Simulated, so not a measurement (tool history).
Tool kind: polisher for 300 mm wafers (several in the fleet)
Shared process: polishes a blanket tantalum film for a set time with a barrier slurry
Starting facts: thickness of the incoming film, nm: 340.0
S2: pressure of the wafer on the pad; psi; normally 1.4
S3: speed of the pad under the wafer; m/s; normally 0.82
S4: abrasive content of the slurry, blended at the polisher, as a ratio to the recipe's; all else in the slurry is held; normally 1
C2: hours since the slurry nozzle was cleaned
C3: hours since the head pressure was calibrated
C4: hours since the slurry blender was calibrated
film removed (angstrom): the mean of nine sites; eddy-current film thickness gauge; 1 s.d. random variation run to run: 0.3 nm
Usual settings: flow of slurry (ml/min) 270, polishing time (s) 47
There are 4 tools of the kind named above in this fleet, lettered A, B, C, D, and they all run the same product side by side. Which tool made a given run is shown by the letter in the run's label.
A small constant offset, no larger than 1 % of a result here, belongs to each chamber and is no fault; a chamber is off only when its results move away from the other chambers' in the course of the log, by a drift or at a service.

At day 0.138: chamber B: slurry nozzle cleaned.
At day 0.379: chamber C: worn pad replaced by a new one.
Run 1B, day 0.446: usual settings; wafers polished on this pad 400; C2 7.4; C3 471.2; C4 79.5. Result: film removed (angstrom) 463.71.
At day 0.546: chamber D: worn pad replaced by a new one.
Run 2D, day 0.912: usual settings; wafers polished on this pad 123; C2 560.1; C3 229.2; C4 482.1. Result: film removed (angstrom) 461.45.
At day 1.275: chamber D: slurry blender recalibrated.
Run 3C, day 1.454: usual settings; wafers polished on this pad 361; C2 539.9; C3 258.1; C4 269.6. Result: film removed (angstrom) 455.98.
Run 4A, day 1.900: usual settings; wafers polished on this pad 875; C2 273.4; C3 111.1; C4 58.6. Result: film removed (angstrom) 453.73.
At day 2.162: chamber B: worn pad replaced by a new one.
At day 2.271: chamber A: worn pad replaced by a new one.
Run 5D, day 2.317: usual settings; wafers polished on this pad 594; C2 593.8; C3 262.9; C4 25.1. Result: film removed (angstrom) 452.92.
At day 2.329: chamber D: slurry nozzle cleaned.
At day 2.375: chamber C: worn pad replaced by a new one.
At day 2.683: chamber D: worn pad replaced by a new one.
Run 6C, day 2.700: usual settings; wafers polished on this pad 109; C2 569.8; C3 288.0; C4 299.5. Result: film removed (angstrom) 454.64.
At day 3.000: chamber C: slurry blender recalibrated.
Run 7A, day 3.079: usual settings; wafers polished on this pad 271; C2 301.7; C3 139.4; C4 86.9. Result: film removed (angstrom) 456.16.
Run 8B, day 3.400: usual settings; wafers polished on this pad 415; C2 78.3; C3 542.1; C4 150.4. Result: film removed (angstrom) 465.93.
Run 9C, day 3.700: usual settings but S2 1.9 psi, polishing time (s) 56; wafers polished on this pad 444; C2 593.8; C3 312.0; C4 16.9. Result: film removed (angstrom) 744.83.
At day 3.796: chamber B: slurry blender recalibrated.
Run 10D, day 4.162: usual settings but S2 1.9 psi, polishing time (s) 56; wafers polished on this pad 496; C2 44.1; C3 307.2; C4 69.4. Result: film removed (angstrom) 748.56.
Run 11B, day 4.450: usual settings but S2 1.9 psi, polishing time (s) 56; wafers polished on this pad 767; C2 103.5; C3 567.3; C4 15.8. Result: film removed (angstrom) 742.53.
At day 4.638: chamber D: worn pad replaced by a new one.
At day 4.775: chamber C: worn pad replaced by a new one.
Run 12A, day 4.812: usual settings but S2 1.9 psi, polishing time (s) 56; wafers polished on this pad 853; C2 343.3; C3 181.0; C4 128.5. Result: film removed (angstrom) 739.99.
At day 4.896: chamber A: slurry nozzle cleaned.
At day 5.142: chamber A: worn pad replaced by a new one.
Run 13C, day 5.146: usual settings but polishing time (s) 32; wafers polished on this pad 124; C2 628.5; C3 346.7; C4 51.6. Result: film removed (angstrom) 319.80.
At day 5.162: chamber B: worn pad replaced by a new one.
Run 14A, day 5.475: usual settings but polishing time (s) 32; wafers polished on this pad 111; C2 13.9; C3 196.9; C4 144.4. Result: film removed (angstrom) 310.14.
At day 5.646: chamber A: slurry blender recalibrated.
Run 15B, day 5.788: usual settings but polishing time (s) 32; wafers polished on this pad 209; C2 135.6; C3 599.4; C4 47.9. Result: film removed (angstrom) 317.23.
At day 5.888: chamber C: slurry nozzle cleaned.
Run 16D, day 6.158: usual settings but polishing time (s) 32; wafers polished on this pad 510; C2 92.0; C3 355.1; C4 117.3. Result: film removed (angstrom) 311.07.
At day 6.571: chamber D: worn pad replaced by a new one.
Run 17B, day 6.638: usual settings; wafers polished on this pad 494; C2 156.0; C3 619.8; C4 68.3. Result: film removed (angstrom) 463.66.
At day 7.021: chamber C: worn pad replaced by a new one.
Run 18C, day 7.100: usual settings; wafers polished on this pad 26; C2 29.2; C3 393.6; C4 98.5. Result: film removed (angstrom) 480.61.
Run 19D, day 7.371: usual settings; wafers polished on this pad 269; C2 121.1; C3 384.2; C4 146.4. Result: film removed (angstrom) 461.34.
Run 20A, day 7.742: usual settings but S3 0.54 m/s; wafers polished on this pad 871; C2 68.3; C3 251.3; C4 50.4. Result: film removed (angstrom) 299.63.
At day 8.150: chamber B: worn pad replaced by a new one.
Run 21A, day 8.200: usual settings but S3 0.54 m/s; wafers polished on this pad 1025; C2 79.3; C3 262.3; C4 61.4. Result: film removed (angstrom) 301.74.
At day 8.212: chamber A: worn pad replaced by a new one.
At day 8.275: chamber D: worn pad replaced by a new one.
Run 22D, day 8.600: usual settings but S3 0.54 m/s; wafers polished on this pad 109; C2 150.6; C3 413.7; C4 175.9. Result: film removed (angstrom) 304.80.
Run 23B, day 8.912: usual settings but S3 0.54 m/s; wafers polished on this pad 256; C2 210.6; C3 674.4; C4 122.9. Result: film removed (angstrom) 302.29.
At day 9.025: chamber C: worn pad replaced by a new one.
Run 24C, day 9.188: usual settings; wafers polished on this pad 55; C2 79.3; C3 443.7; C4 148.6. Result: film removed (angstrom) 492.98.
At day 9.292: chamber B: slurry blender recalibrated.
Run 25A, day 9.538: usual settings; wafers polished on this pad 444; C2 111.4; C3 294.4; C4 93.5. Result: film removed (angstrom) 457.82.
Run 26B, day 9.975: usual settings but flow of slurry (ml/min) 340, S2 1.9 psi; wafers polished on this pad 613; C2 236.1; C3 699.9; C4 16.4. Result: film removed (angstrom) 643.24.

Read the log: is a single chamber off, either drifting away or since a service, is the gauge that measures every chamber drifting, or is nothing wrong beyond small per-chamber offsets? Name any odd chamber and what most likely caused it.

Chamber C drifts away from the others.
What lies behind it: head's pressure above its setpoint, % = 10.1.

Here are 4 candidates for chamber C's next run, each the usual settings with a change, their results left as question marks. Which one brings its results back in line with what the others give on the usual settings?
In-line tolerance around the mean of the other chambers on the usual settings: film removed (angstrom) 11.00
Run 27C-1, day 10.367: usual settings but S3 0.78 m/s, polishing time (s) 45. Result: film removed (angstrom) ?.
Run 27C-2, day 10.367: usual settings but S3 0.84 m/s, polishing time (s) 48. Result: film removed (angstrom) ?.
Run 27C-3, day 10.367: usual settings but polishing time (s) 45. Result: film removed (angstrom) ?.
Run 27C-4, day 10.367: usual settings but S3 0.86 m/s, polishing time (s) 49. Result: film removed (angstrom) ?.

Average result of the remaining chambers running the usual settings: film removed (angstrom) 459.70
  run  film removed (angstrom)
27C-1                   459.11
27C-2                   526.80
27C-3                   482.28
27C-4                   550.39
27C-1 brings the chamber back in line.

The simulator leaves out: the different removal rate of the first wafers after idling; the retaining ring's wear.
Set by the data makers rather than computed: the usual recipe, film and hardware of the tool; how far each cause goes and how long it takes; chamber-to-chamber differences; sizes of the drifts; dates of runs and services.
